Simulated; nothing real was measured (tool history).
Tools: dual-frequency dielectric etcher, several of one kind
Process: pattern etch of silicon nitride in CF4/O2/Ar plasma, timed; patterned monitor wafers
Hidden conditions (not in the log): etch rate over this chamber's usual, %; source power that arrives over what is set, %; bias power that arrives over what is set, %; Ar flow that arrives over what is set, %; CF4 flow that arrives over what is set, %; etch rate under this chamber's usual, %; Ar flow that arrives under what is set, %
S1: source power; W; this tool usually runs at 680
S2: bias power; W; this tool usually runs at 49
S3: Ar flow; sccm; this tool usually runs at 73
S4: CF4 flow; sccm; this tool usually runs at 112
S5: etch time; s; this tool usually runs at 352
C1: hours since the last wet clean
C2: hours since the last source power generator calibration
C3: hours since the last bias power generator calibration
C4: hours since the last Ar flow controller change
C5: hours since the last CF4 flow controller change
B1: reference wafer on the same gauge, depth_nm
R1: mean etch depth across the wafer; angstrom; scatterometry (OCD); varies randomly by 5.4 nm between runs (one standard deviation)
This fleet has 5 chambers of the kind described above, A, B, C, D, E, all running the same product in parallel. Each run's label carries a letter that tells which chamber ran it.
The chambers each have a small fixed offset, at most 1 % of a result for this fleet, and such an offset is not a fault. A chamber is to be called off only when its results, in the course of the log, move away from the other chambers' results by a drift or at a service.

run 1D hour=10.5 | S1=680 S2=49 S3=73 S4=112 S5=352 | C1=579.6 C2=423 C3=735.9 C4=3742 C5=2252.1 | B1=1089.2 | R1=9029.1
-- hour=19 chamber D: wet clean of the chamber
run 2A hour=26 | S1=680 S2=49 S3=73 S4=112 S5=352 | C1=47.5 C2=2464.7 C3=921.1 C4=1654 C5=1761.8 | B1=1088.5 | R1=9183.8
run 3E hour=42 | S1=680 S2=49 S3=73 S4=112 S5=352 | C1=95.7 C2=2386.4 C3=420.5 C4=1620.7 C5=2287.5 | B1=1088.7 | R1=9146.4
run 4B hour=55 | S1=680 S2=49 S3=73 S4=112 S5=352 | C1=413.9 C2=4796.5 C3=288.9 C4=1589.9 C5=3493 | B1=1089.5 | R1=9271.7
run 5C hour=62.6 | S1=680 S2=49 S3=73 S4=112 S5=352 | C1=267 C2=2548.6 C3=1645.6 C4=469.2 C5=1686.5 | B1=1088.5 | R1=9058.5
-- hour=68.7 chamber B: wet clean of the chamber
run 6C hour=73.5 | S1=680 S2=49 S3=73 S4=112 S5=352 | C1=277.9 C2=2559.5 C3=1656.5 C4=480.1 C5=1697.4 | B1=1089.3 | R1=9092
run 7A hour=81.6 | S1=680 S2=49 S3=73 S4=112 S5=352 | C1=103.1 C2=2520.3 C3=976.7 C4=1709.6 C5=1817.4 | B1=1089.4 | R1=9108.6
run 8E hour=89.2 | S1=680 S2=49 S3=73 S4=112 S5=352 | C1=142.9 C2=2433.6 C3=467.7 C4=1667.9 C5=2334.7 | B1=1088.4 | R1=9112.3
run 9B hour=100.9 | S1=680 S2=49 S3=73 S4=112 S5=352 | C1=32.3 C2=4842.4 C3=334.8 C4=1635.8 C5=3538.9 | B1=1089 | R1=9229.8
run 10D hour=109.5 | S1=680 S2=49 S3=73 S4=112 S5=352 | C1=90.6 C2=522 C3=834.9 C4=3841 C5=2351.1 | B1=1089.1 | R1=9101.3
run 11C hour=116.6 | S1=680 S2=49 S3=73 S4=112 S5=352 | C1=321 C2=2602.6 C3=1699.6 C4=523.2 C5=1740.5 | B1=1089.6 | R1=9078.2
-- hour=117.9 chamber B: source power generator calibrated
run 12D hour=127.2 | S1=680 S2=56 S3=73 S4=112 S5=421.5 | C1=108.3 C2=539.7 C3=852.6 C4=3858.7 C5=2368.8 | B1=1089.6 | R1=11371
run 13A hour=141.7 | S1=680 S2=56 S3=73 S4=112 S5=421.5 | C1=163.2 C2=2580.4 C3=1036.8 C4=1769.7 C5=1877.5 | B1=1089.1 | R1=11587
run 14E hour=150.4 | S1=680 S2=56 S3=73 S4=112 S5=421.5 | C1=204.1 C2=2494.8 C3=528.9 C4=1729.1 C5=2395.9 | B1=1088.6 | R1=11513
-- hour=158.1 chamber C: wet clean of the chamber
run 15B hour=159.5 | S1=680 S2=56 S3=73 S4=112 S5=421.5 | C1=90.9 C2=41.6 C3=393.4 C4=1694.4 C5=3597.5 | B1=1087.4 | R1=11550
run 16D hour=174.1 | S1=680 S2=56 S3=73 S4=112 S5=421.5 | C1=155.2 C2=586.6 C3=899.5 C4=3905.6 C5=2415.7 | B1=1088.8 | R1=11436
run 17B hour=187.5 | S1=750 S2=49 S3=73 S4=125 S5=352 | C1=118.9 C2=69.6 C3=421.4 C4=1722.4 C5=3625.5 | B1=1087.8 | R1=10123
run 18A hour=202.9 | S1=750 S2=49 S3=73 S4=125 S5=352 | C1=224.4 C2=2641.6 C3=1098 C4=1830.9 C5=1938.7 | B1=1089.4 | R1=10064
run 19E hour=215.9 | S1=750 S2=49 S3=73 S4=125 S5=352 | C1=269.6 C2=2560.3 C3=594.4 C4=1794.6 C5=2461.4 | B1=1089.5 | R1=10084
-- hour=218.5 chamber C: CF4 flow controller replaced
run 20C hour=227.4 | S1=750 S2=49 S3=73 S4=125 S5=352 | C1=69.4 C2=2713.4 C3=1810.4 C4=634 C5=8.9 | B1=1087.4 | R1=9718.5
run 21D hour=239.3 | S1=750 S2=49 S3=73 S4=125 S5=352 | C1=220.4 C2=651.8 C3=964.7 C4=3970.8 C5=2480.9 | B1=1089.2 | R1=9955.6
run 22E hour=252 | S1=810 S2=49 S3=73 S4=92 S5=352 | C1=305.7 C2=2596.4 C3=630.5 C4=1830.7 C5=2497.5 | B1=1089.7 | R1=10363
run 23A hour=261.4 | S1=810 S2=49 S3=73 S4=92 S5=352 | C1=282.9 C2=2700.1 C3=1156.5 C4=1889.4 C5=1997.2 | B1=1088.6 | R1=10428
run 24B hour=276.1 | S1=810 S2=49 S3=73 S4=92 S5=352 | C1=207.5 C2=158.2 C3=510 C4=1811 C5=3714.1 | B1=1088.6 | R1=10482
run 25C hour=284 | S1=810 S2=49 S3=73 S4=92 S5=352 | C1=126 C2=2770 C3=1867 C4=690.6 C5=65.5 | B1=1090 | R1=9995.3
run 26C hour=295.2 | S1=810 S2=49 S3=73 S4=92 S5=352 | C1=137.2 C2=2781.2 C3=1878.2 C4=701.8 C5=76.7 | B1=1089.9 | R1=10004
run 27E hour=308.5 | S1=680 S2=38 S3=73 S4=137 S5=352 | C1=362.2 C2=2652.9 C3=687 C4=1887.2 C5=2554 | B1=1089.4 | R1=8546.6
run 28A hour=319 | S1=680 S2=38 S3=73 S4=137 S5=352 | C1=340.5 C2=2757.7 C3=1214.1 C4=1947 C5=2054.8 | B1=1087.9 | R1=8555.1
run 29B hour=327.8 | S1=680 S2=38 S3=73 S4=137 S5=352 | C1=259.2 C2=209.9 C3=561.7 C4=1862.7 C5=3765.8 | B1=1090.9 | R1=8635.2
run 30D hour=338.7 | S1=680 S2=38 S3=73 S4=137 S5=352 | C1=319.8 C2=751.2 C3=1064.1 C4=4070.2 C5=2580.3 | B1=1091 | R1=8480.4
run 31E hour=346 | S1=680 S2=38 S3=73 S4=137 S5=352 | C1=399.7 C2=2690.4 C3=724.5 C4=1924.7 C5=2591.5 | B1=1088 | R1=8672.1
run 32D hour=359.3 | S1=680 S2=49 S3=73 S4=112 S5=352 | C1=340.4 C2=771.8 C3=1084.7 C4=4090.8 C5=2600.9 | B1=1088.6 | R1=9076.5
run 33C hour=371.4 | S1=680 S2=49 S3=73 S4=112 S5=352 | C1=213.4 C2=2857.4 C3=1954.4 C4=778 C5=152.9 | B1=1088.9 | R1=8848.1

For the next run the whole fleet of 5 chambers uses the same settings. Give each chamber's results:
run 34A hour=383 | S1=680 S2=49 S3=73 S4=112 S5=352 | R1=?
run 34B hour=383 | S1=680 S2=49 S3=73 S4=112 S5=352 | R1=?
run 34C hour=383 | S1=680 S2=49 S3=73 S4=112 S5=352 | R1=?
run 34D hour=383 | S1=680 S2=49 S3=73 S4=112 S5=352 | R1=?
run 34E hour=383 | S1=680 S2=49 S3=73 S4=112 S5=352 | R1=?

run=34A R1=9231.1
run=34B R1=9218.3
run=34C R1=8844.6
run=34D R1=9083.6
run=34E R1=9122

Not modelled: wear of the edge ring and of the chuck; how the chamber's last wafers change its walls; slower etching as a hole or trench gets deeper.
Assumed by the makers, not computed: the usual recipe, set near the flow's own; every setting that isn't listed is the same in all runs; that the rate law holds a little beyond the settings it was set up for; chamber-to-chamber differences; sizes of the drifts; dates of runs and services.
